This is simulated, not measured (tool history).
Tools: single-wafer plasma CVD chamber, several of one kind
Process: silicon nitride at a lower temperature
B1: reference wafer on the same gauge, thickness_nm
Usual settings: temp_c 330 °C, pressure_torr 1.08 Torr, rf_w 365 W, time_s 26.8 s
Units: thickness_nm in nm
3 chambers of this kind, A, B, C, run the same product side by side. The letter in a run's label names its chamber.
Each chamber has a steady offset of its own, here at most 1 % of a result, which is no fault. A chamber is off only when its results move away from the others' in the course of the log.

run 1A day=0.292 | temp_c=330 pressure_torr=1.08 rf_w=365 time_s=26.8 | B1=36.085 | thickness_nm=32.336
run 2C day=0.592 | temp_c=330 pressure_torr=1.08 rf_w=365 time_s=26.8 | B1=36.116 | thickness_nm=32.439
run 3B day=0.829 | temp_c=330 pressure_torr=1.08 rf_w=365 time_s=26.8 | B1=36.105 | thickness_nm=32.312
run 4C day=1.142 | temp_c=330 pressure_torr=1.08 rf_w=365 time_s=26.8 | B1=36.104 | thickness_nm=32.235
run 5B day=1.367 | temp_c=330 pressure_torr=1.08 rf_w=365 time_s=26.8 | B1=36.113 | thickness_nm=32.089
run 6A day=1.675 | temp_c=330 pressure_torr=1.08 rf_w=365 time_s=26.8 | B1=36.110 | thickness_nm=31.910
run 7B day=1.871 | temp_c=330 pressure_torr=1.08 rf_w=365 time_s=26.8 | B1=36.115 | thickness_nm=32.328
run 8C day=2.133 | temp_c=330 pressure_torr=1.08 rf_w=365 time_s=26.8 | B1=36.092 | thickness_nm=32.565
run 9A day=2.433 | temp_c=330 pressure_torr=1.08 rf_w=365 time_s=26.8 | B1=36.050 | thickness_nm=32.083
run 10C day=2.675 | temp_c=342 pressure_torr=1.08 rf_w=365 time_s=21.9 | B1=36.133 | thickness_nm=26.251
run 11B day=2.908 | temp_c=342 pressure_torr=1.08 rf_w=365 time_s=21.9 | B1=36.056 | thickness_nm=26.092
run 12A day=3.200 | temp_c=342 pressure_torr=1.08 rf_w=365 time_s=21.9 | B1=36.122 | thickness_nm=25.762
run 13C day=3.425 | temp_c=343 pressure_torr=1.08 rf_w=365 time_s=26.8 | B1=36.120 | thickness_nm=32.319
run 14B day=3.604 | temp_c=343 pressure_torr=1.08 rf_w=365 time_s=26.8 | B1=36.165 | thickness_nm=32.045
run 15A day=3.858 | temp_c=343 pressure_torr=1.08 rf_w=365 time_s=26.8 | B1=36.146 | thickness_nm=31.608
run 16C day=4.150 | temp_c=330 pressure_torr=1.08 rf_w=365 time_s=26.8 | B1=36.088 | thickness_nm=32.471
run 17B day=4.417 | temp_c=330 pressure_torr=1.08 rf_w=365 time_s=26.8 | B1=36.167 | thickness_nm=32.329
run 18A day=4.708 | temp_c=330 pressure_torr=1.08 rf_w=365 time_s=26.8 | B1=36.102 | thickness_nm=31.612
run 19B day=4.983 | temp_c=330 pressure_torr=1.08 rf_w=365 time_s=26.8 | B1=36.111 | thickness_nm=32.640
run 20A day=5.154 | temp_c=330 pressure_torr=1.08 rf_w=365 time_s=26.8 | B1=36.152 | thickness_nm=31.440
run 21C day=5.346 | temp_c=330 pressure_torr=1.08 rf_w=365 time_s=26.8 | B1=36.057 | thickness_nm=32.593
run 22A day=5.638 | temp_c=330 pressure_torr=1.08 rf_w=365 time_s=26.8 | B1=36.114 | thickness_nm=31.289
run 23B day=5.888 | temp_c=341 pressure_torr=1.08 rf_w=365 time_s=26.8 | B1=36.128 | thickness_nm=31.902
run 24C day=6.033 | temp_c=341 pressure_torr=1.08 rf_w=365 time_s=26.8 | B1=36.104 | thickness_nm=32.216
run 25B day=6.317 | temp_c=341 pressure_torr=1.08 rf_w=365 time_s=26.8 | B1=36.127 | thickness_nm=32.340
run 26A day=6.504 | temp_c=330 pressure_torr=1.08 rf_w=365 time_s=26.8 | B1=36.083 | thickness_nm=31.277
run 27C day=6.796 | temp_c=330 pressure_torr=1.08 rf_w=365 time_s=26.8 | B1=36.060 | thickness_nm=32.224
run 28B day=6.958 | temp_c=330 pressure_torr=1.08 rf_w=365 time_s=26.8 | B1=36.082 | thickness_nm=32.174
run 29C day=7.188 | temp_c=330 pressure_torr=1.08 rf_w=365 time_s=26.8 | B1=36.082 | thickness_nm=32.480
run 30A day=7.425 | temp_c=330 pressure_torr=1.08 rf_w=365 time_s=26.8 | B1=36.075 | thickness_nm=30.981
run 31C day=7.729 | temp_c=330 pressure_torr=1.08 rf_w=420 time_s=29.4 | B1=36.109 | thickness_nm=38.998
run 32A day=7.996 | temp_c=330 pressure_torr=1.08 rf_w=420 time_s=29.4 | B1=36.116 | thickness_nm=37.034
run 33B day=8.179 | temp_c=330 pressure_torr=1.08 rf_w=420 time_s=29.4 | B1=36.102 | thickness_nm=38.999
run 34B day=8.462 | temp_c=330 pressure_torr=1.08 rf_w=365 time_s=26.8 | B1=36.074 | thickness_nm=31.994

All 3 chambers run these settings next. Forecast each chamber's results:
run 35A day=8.688 | temp_c=330 pressure_torr=0.84 rf_w=365 time_s=26.8 | thickness_nm=?
run 35B day=8.688 | temp_c=330 pressure_torr=0.84 rf_w=365 time_s=26.8 | thickness_nm=?
run 35C day=8.688 | temp_c=330 pressure_torr=0.84 rf_w=365 time_s=26.8 | thickness_nm=?

run=35A thickness_nm=28.325
run=35B thickness_nm=29.642
run=35C thickness_nm=29.930
